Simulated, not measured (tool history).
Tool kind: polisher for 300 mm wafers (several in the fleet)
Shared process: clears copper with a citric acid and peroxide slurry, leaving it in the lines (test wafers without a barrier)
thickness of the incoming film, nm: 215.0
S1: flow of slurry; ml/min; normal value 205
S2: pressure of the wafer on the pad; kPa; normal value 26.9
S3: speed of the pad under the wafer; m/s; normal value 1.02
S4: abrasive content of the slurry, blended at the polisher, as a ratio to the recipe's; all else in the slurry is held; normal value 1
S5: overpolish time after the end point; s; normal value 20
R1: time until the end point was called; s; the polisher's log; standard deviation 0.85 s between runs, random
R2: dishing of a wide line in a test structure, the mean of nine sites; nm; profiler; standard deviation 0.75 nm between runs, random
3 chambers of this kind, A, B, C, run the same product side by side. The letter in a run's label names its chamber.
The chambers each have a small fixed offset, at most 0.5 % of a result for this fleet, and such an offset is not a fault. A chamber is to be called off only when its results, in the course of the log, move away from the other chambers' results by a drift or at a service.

| run | day | S1 | S2 | S3 | S4 | S5 | R1 | R2 |
|---|---|---|---|---|---|---|---|---|
|  | 0.188 | chamber C: worn pad replaced by a new one |
| 1A | 0.308 | 205 | 26.9 | 1.02 | 1 | 20 | 75.778 | 39.211 |
| 2C | 0.496 | 205 | 26.9 | 1.02 | 1 | 20 | 74.223 | 39.036 |
| 3B | 0.838 | 205 | 26.9 | 1.02 | 1 | 20 | 74.247 | 40.253 |
|  | 1.096 | chamber A: slurry nozzle cleaned |
| 4A | 1.104 | 205 | 26.9 | 1.02 | 1 | 20 | 75.184 | 40.731 |
| 5C | 1.388 | 205 | 26.9 | 1.02 | 1 | 20 | 76.937 | 40.932 |
| 6B | 1.629 | 205 | 30.3 | 1.02 | 1 | 20 | 66.141 | 42.348 |
| 7B | 1.825 | 205 | 30.3 | 1.02 | 1 | 20 | 65.304 | 44.991 |
|  | 1.862 | chamber B: worn pad replaced by a new one |
| 8C | 2.188 | 205 | 30.3 | 1.02 | 1 | 20 | 68.173 | 44.943 |
| 9A | 2.379 | 205 | 26.9 | 1.02 | 1 | 20 | 75.134 | 41.096 |
| 10C | 2.562 | 205 | 26.9 | 1.02 | 1 | 20 | 74.966 | 39.177 |
| 11B | 2.833 | 205 | 26.9 | 1.02 | 1 | 20 | 75.952 | 39.532 |
| 12A | 3.088 | 205 | 26.9 | 1.02 | 1 | 28 | 75.285 | 52.761 |
| 13C | 3.288 | 205 | 26.9 | 1.02 | 1 | 28 | 75.74 | 52.64 |
| 14A | 3.533 | 205 | 26.9 | 1.02 | 1 | 28 | 76.206 | 51.839 |
| 15B | 3.717 | 205 | 26.9 | 1.02 | 1 | 20 | 74.542 | 41.518 |
| 16A | 4.012 | 205 | 26.9 | 1.02 | 1 | 20 | 76.687 | 38.833 |
| 17B | 4.321 | 205 | 26.9 | 1.02 | 1 | 20 | 74.492 | 40.1 |
|  | 4.358 | chamber A: slurry blender recalibrated |
| 18C | 4.529 | 205 | 26.9 | 1.02 | 1 | 20 | 75.126 | 39.725 |
| 19C | 4.842 | 205 | 26.9 | 1.02 | 1 | 15 | 75.616 | 31.086 |
|  | 4.908 | chamber B: worn pad replaced by a new one |
| 20A | 5.058 | 205 | 26.9 | 1.02 | 1 | 15 | 77.855 | 30.409 |
| 21B | 5.3 | 205 | 26.9 | 1.02 | 1 | 15 | 73.82 | 31.134 |
|  | 5.317 | chamber C: worn pad replaced by a new one |
| 22C | 5.654 | 205 | 26.9 | 1.02 | 1 | 20 | 74.96 | 39.25 |
| 23B | 5.95 | 205 | 26.9 | 1.02 | 1 | 20 | 75.061 | 38.835 |
| 24A | 6.3 | 205 | 26.9 | 1.02 | 1 | 20 | 78.145 | 37.77 |
| 25B | 6.604 | 205 | 26.9 | 1.02 | 1 | 20 | 74.696 | 40.522 |
| 26A | 6.829 | 205 | 26.9 | 1.02 | 1 | 20 | 81.852 | 38 |

What goes on in this fleet: one chamber off, a drifting gauge, or nothing beyond the chambers' own small offsets? Name the chamber and the cause, if any.

Little by little, chamber A moves away from the other chambers.
Most likely cause: removal rate lost through wear of the pad, % = 6.95.
From this log alone, it may not be told apart from: slurry flow missing at the pad, %; head's pressure below its setpoint, %.

Which of the 4 candidates below, each the usual settings with something changed and its results left as question marks, puts chamber A back in line with what the other chambers give on the usual settings?
Counts as in line when no further than this from what the other chambers average on the usual settings: R1 3 s; R2 2.7 nm
| 27A-1 | 7.092 | 205 | 27.6 | 1.06 | 1 | 20 | ? | ? |
| 27A-2 | 7.092 | 205 | 29 | 1.1 | 1 | 20 | ? | ? |
| 27A-3 | 7.092 | 205 | 24.8 | 0.94 | 1 | 20 | ? | ? |
| 27A-4 | 7.092 | 205 | 26.2 | 0.98 | 1 | 20 | ? | ? |

The mean the other chambers reach with the usual settings: R1 74.898 s; R2 39.877 nm
| run | R1 | R2 |
|---|---|---|
| 27A-1 | 76.029 | 39.247 |
| 27A-2 | 69.901 | 42.262 |
| 27A-3 | 94.782 | 32.243 |
| 27A-4 | 86.338 | 35.072 |
27A-1 puts the chamber back in line with the other chambers.

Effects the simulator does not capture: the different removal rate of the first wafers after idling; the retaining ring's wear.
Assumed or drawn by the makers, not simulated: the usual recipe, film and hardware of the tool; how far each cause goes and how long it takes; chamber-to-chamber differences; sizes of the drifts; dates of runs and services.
